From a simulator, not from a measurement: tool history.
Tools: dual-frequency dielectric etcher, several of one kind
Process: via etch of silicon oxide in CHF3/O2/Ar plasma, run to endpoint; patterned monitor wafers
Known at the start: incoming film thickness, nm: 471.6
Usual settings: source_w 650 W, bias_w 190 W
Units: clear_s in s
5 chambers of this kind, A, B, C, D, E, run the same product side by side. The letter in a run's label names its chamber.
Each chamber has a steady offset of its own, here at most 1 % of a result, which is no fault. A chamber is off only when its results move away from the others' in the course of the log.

run   hour  source_w  bias_w  clear_s
 1A   11.1       650     190   225.71
 2E   21.8       650     190   225.45
 3B   28.5       650     190   228.11
 4D   38.1       650     190   229.09
 5C   47.9       650     190   227.89
 6E   56.6       650     190   227.13
 7A   69.8       650     190   225.62
 8B   77.2       650     190   227.34
 9C   88.5       650     190   226.49
10D   98.5       650     190   228.12
11C  106.4       650     190   228.64
12A  113.9       650     190   225.78
13D  123.5       650     190   229.66
14E  136.7       650     190   226.19
     139.5  -- chamber E: wet clean of the chamber
15B    146       650     190    226.5
16A  154.8       650     190    227.2
17D  166.3       650     190   229.65
18E  176.7       650     190   236.03
19C  190.1       650     190   228.75
20B  200.8       650     190   226.09
       204  -- chamber C: wet clean of the chamber
21E  211.4       650     190   236.93
       216  -- chamber B: wet clean of the chamber
     221.2  -- chamber A: bias power generator calibrated
22D  224.6       650     190   229.26
23A  233.7       650     190    227.1
24B  241.4       650     190   227.09
25C  248.4       650     190   228.26
26D  255.3       650     190   228.96
27E  263.1       650     190   236.12
28A  276.8       650     190    225.4
29C  283.3       650     190    227.9
30B  297.2       650     190   225.46
31C  307.4       510     166   260.96
32A  315.7       510     166   257.22
     322.8  -- chamber D: wet clean of the chamber
33D  323.6       510     166   265.03
     328.4  -- chamber A: wet clean of the chamber
34E  335.5       510     166   271.62
35B  344.3       510     166   259.85
36B  357.1       650     190   226.11
37A  364.7       650     168   237.24
38D  377.5       650     168   237.52
39C  390.2       650     168   238.16

Next, every chamber runs the same settings. What will each give?
40A  400.4       650     190        ?
40B  400.4       650     190        ?
40C  400.4       650     190        ?
40D  400.4       650     190        ?
40E  400.4       650     190        ?

run  clear_s
40A   227.09
40B   226.25
40C   227.42
40D   230.21
40E   235.23
